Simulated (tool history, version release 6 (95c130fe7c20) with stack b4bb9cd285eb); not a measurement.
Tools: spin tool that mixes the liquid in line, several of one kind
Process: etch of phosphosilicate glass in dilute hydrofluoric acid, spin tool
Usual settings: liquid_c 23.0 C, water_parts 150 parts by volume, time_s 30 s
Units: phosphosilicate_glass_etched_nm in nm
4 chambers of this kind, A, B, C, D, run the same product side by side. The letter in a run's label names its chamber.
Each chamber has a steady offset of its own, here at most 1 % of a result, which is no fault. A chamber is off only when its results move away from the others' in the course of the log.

run   hour  liquid_c  water_parts  time_s  hours since the thermometer was replaced  hours since the hydrofluoric acid flow meter was replaced  read-back film thickness of the phosphosilicate glass reference wafer, read on the same gauge (nm)  phosphosilicate_glass_etched_nm
       0.5  -- chamber A: hydrofluoric acid flow meter replaced
 1C    8.8      23.0          150      30                                    1476.5                                                      580.7                                                                                              110.01                          11.0190
 2B   13.5      23.0          150      30                                      19.8                                                      536.2                                                                                              110.04                          10.9570
 3D   18.9      23.0          150      30                                     927.1                                                      889.6                                                                                              110.02                          11.1650
      20.3  -- chamber D: thermometer replaced
 4A   23.5      23.0          150      30                                     935.7                                                       23.0                                                                                              109.99                          11.0170
 5A   27.6      23.0          150      30                                     939.8                                                       27.1                                                                                              109.99                          10.9420
 6C   35.3      23.0          150      30                                    1503.0                                                      607.2                                                                                              110.00                          10.9310
 7D   43.6      27.0          150      30                                      23.4                                                      914.3                                                                                              109.98                          12.8430
 8B   49.3      27.0          150      30                                      55.6                                                      572.0                                                                                              110.00                          12.8180
 9B   54.2      27.0          150      30                                      60.5                                                      576.9                                                                                              110.00                          12.5600
10D   60.4      27.0          150      30                                      40.2                                                      931.1                                                                                              110.03                          12.8080
11A   68.3      23.0          150      15                                     980.5                                                       67.8                                                                                              110.02                           5.4498
12C   74.9      23.0          150      15                                    1542.6                                                      646.8                                                                                              109.99                           5.5042
13C   79.6      23.0          150      15                                    1547.3                                                      651.5                                                                                              110.01                           5.5512
14B   88.2      23.0          150      15                                      94.5                                                      610.9                                                                                              110.01                           5.5523
15D   93.8      23.0          150      30                                      73.6                                                      964.5                                                                                              110.01                          11.1120
16A   99.7      23.0          150      30                                    1011.9                                                       99.2                                                                                              109.98                          11.0100
17B  104.7      23.0          150      30                                     111.0                                                      627.4                                                                                              110.00                          11.0770
18A  112.4      23.0          150      30                                    1024.6                                                      111.9                                                                                              110.05                          11.0930
19C  117.5      23.0          150      30                                    1585.2                                                      689.4                                                                                              109.99                          10.9790
20D  125.3      23.0          150      30                                     105.1                                                      996.0                                                                                              109.98                          10.9720
21C  132.7      23.0          150      30                                    1600.4                                                      704.6                                                                                              109.98                          11.1340
22D  138.8      27.5          150      30                                     118.6                                                     1009.5                                                                                              110.01                          12.9940
23A  142.9      27.5          150      30                                    1055.1                                                      142.4                                                                                              110.01                          12.9370
24B  151.6      27.5          150      30                                     157.9                                                      674.3                                                                                              110.04                          13.0730
25D  159.6      27.5          150      30                                     139.4                                                     1030.3                                                                                              110.00                          13.0750
26B  166.6      23.0          150      30                                     172.9                                                      689.3                                                                                              109.98                          10.9980
27C  172.0      23.0          150      30                                    1639.7                                                      743.9                                                                                              110.01                          11.0060
28A  178.6      23.0          150      30                                    1090.8                                                      178.1                                                                                              109.99                          10.9740
29D  185.7      23.0          150      30                                     165.5                                                     1056.4                                                                                              109.99                          10.9270
30B  191.3      23.0          150      30                                     197.6                                                      714.0                                                                                              109.99                          11.1360
31C  196.2      23.0          150      30                                    1663.9                                                      768.1                                                                                              110.00                          11.0570
32A  204.3      23.0          150      30                                    1116.5                                                      203.8                                                                                              110.03                          10.9110

Is one chamber off against the others, does the gauge drift, or is nothing wrong? If a chamber is off, say which, and what the likeliest cause is.

No chamber stands off beyond its own small offset, and the gauge holds steady.
